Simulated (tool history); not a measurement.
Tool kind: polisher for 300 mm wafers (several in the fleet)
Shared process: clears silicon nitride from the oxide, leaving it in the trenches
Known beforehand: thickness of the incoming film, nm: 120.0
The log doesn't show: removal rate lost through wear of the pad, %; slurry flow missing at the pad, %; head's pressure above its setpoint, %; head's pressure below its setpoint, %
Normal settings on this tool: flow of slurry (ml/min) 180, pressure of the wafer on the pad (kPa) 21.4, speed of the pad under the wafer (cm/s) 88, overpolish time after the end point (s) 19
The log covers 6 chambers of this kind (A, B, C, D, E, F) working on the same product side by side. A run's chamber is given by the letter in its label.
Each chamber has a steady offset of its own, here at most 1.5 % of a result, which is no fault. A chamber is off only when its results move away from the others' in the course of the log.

run	hour	flow of slurry (ml/min)	pressure of the wafer on the pad (kPa)	speed of the pad under the wafer (cm/s)	overpolish time after the end point (s)	wafers polished on this pad	hours since the slurry nozzle was cleaned	hours since the head pressure was calibrated	time until the end point was called (s)
# hour 6.3: chamber B: worn pad replaced by a new one
1C	9.3	180	21.4	88	19	569	700.4	43.1	165.12
2B	23.1	180	21.4	88	19	137	239	309.6	161.04
# hour 27.9: chamber C: worn pad replaced by a new one
3E	29.7	180	21.4	88	19	1085	163.3	730.3	166.64
# hour 36.2: chamber D: head pressure recalibrated
4D	37.8	180	21.4	88	19	585	171.9	1.7	167.19
5F	45.7	180	21.4	88	19	663	450.2	521.5	157.67
6A	57.1	180	21.4	88	19	814	287.3	935.7	166.43
7D	68.4	180	21.4	88	19	835	202.5	32.3	161.63
# hour 70.6: chamber E: worn pad replaced by a new one
8A	78.9	180	21.4	88	19	992	309.1	957.5	163.95
9B	89.1	180	21.4	88	19	677	305	375.6	161.38
# hour 91.6: chamber C: slurry nozzle cleaned
10F	98.9	180	21.4	98	8	1098	503.4	574.7	145.11
# hour 102.1: chamber D: worn pad replaced by a new one
# hour 111.1: chamber F: worn pad replaced by a new one
11C	113.3	180	21.4	98	8	698	21.7	147.1	149.15
# hour 114.8: chamber C: worn pad replaced by a new one
# hour 126: chamber A: worn pad replaced by a new one
12E	127.5	180	21.4	98	8	465	261.1	828.1	148.88
13D	139.4	180	21.4	98	8	305	273.5	103.3	148.23
14A	148.2	180	21.4	98	8	182	378.4	1026.8	145.18
15E	155	180	21.4	98	8	690	288.6	855.6	149.99
16B	162.9	180	21.4	88	19	1281	378.8	449.4	160.73
17F	171.1	180	21.4	88	19	491	575.6	646.9	163.11
18C	183.6	155	21.4	88	19	563	92	217.4	166.51
19A	191.6	155	21.4	88	19	537	421.8	1070.2	169.87
# hour 193.2: chamber A: slurry nozzle cleaned
# hour 197.3: chamber B: worn pad replaced by a new one
20F	198	155	21.4	88	19	711	602.5	673.8	167.11
# hour 203: chamber C: worn pad replaced by a new one
21E	209.4	155	21.4	88	19	1135	343	910	171.79
# hour 217.3: chamber E: head pressure recalibrated
22C	222.3	155	21.4	88	19	158	130.7	256.1	162.55
# hour 228: chamber E: worn pad replaced by a new one
23D	235.1	155	21.4	88	19	1088	369.2	199	164.18
# hour 240.5: chamber F: slurry nozzle cleaned
24B	248	180	21.4	88	19	415	463.9	534.5	164.49
25A	257.2	180	21.4	88	19	1073	64.1	1135.8	165.54
26C	263.9	180	21.4	88	19	499	172.3	297.7	166.52
# hour 268.5: chamber D: worn pad replaced by a new one
# hour 273.6: chamber A: worn pad replaced by a new one
# hour 274.3: chamber F: head pressure recalibrated
27F	275.3	180	21.4	88	19	1343	34.9	1	163.57
28B	289.8	180	21.4	88	19	757	505.7	576.3	163.76
# hour 290.2: chamber C: worn pad replaced by a new one
29E	297.7	135	21.4	88	19	570	431.3	80.4	174.24
# hour 301: chamber F: worn pad replaced by a new one
30D	308.4	135	21.4	88	19	326	442.5	272.3	177.88
31E	314.7	135	21.4	88	19	709	448.3	97.4	178.63
32B	322.2	135	21.4	88	19	1022	538.1	608.7	173.41
33F	330.7	135	21.4	88	19	243	90.3	56.4	171.45
34C	337.7	135	21.4	88	19	388	246.1	371.5	173.51
35D	344.3	180	21.4	88	19	620	478.4	308.2	166.38
36A	356.6	180	21.4	88	19	679	163.5	1235.2	156.4
37A	366.5	180	21.4	88	19	760	173.4	1245.1	171.3
38E	375.3	180	21.4	88	19	1205	508.9	158	166.48
# hour 375.5: chamber C: worn pad replaced by a new one
39F	388.1	180	21.4	88	19	713	147.7	113.8	170.37
40C	400.8	180	21.4	88	19	207	309.2	434.6	164.45
# hour 409.5: chamber D: worn pad replaced by a new one
41D	411.5	180	23.4	88	30	17	545.6	375.4	149.64

One chamber off, gauge drift, or nothing amiss beyond the chambers' own small offsets? If it is a chamber, which one, and what is the likeliest cause?

No chamber is off and the gauge is stable; the differences are just each chamber's small, constant offset.
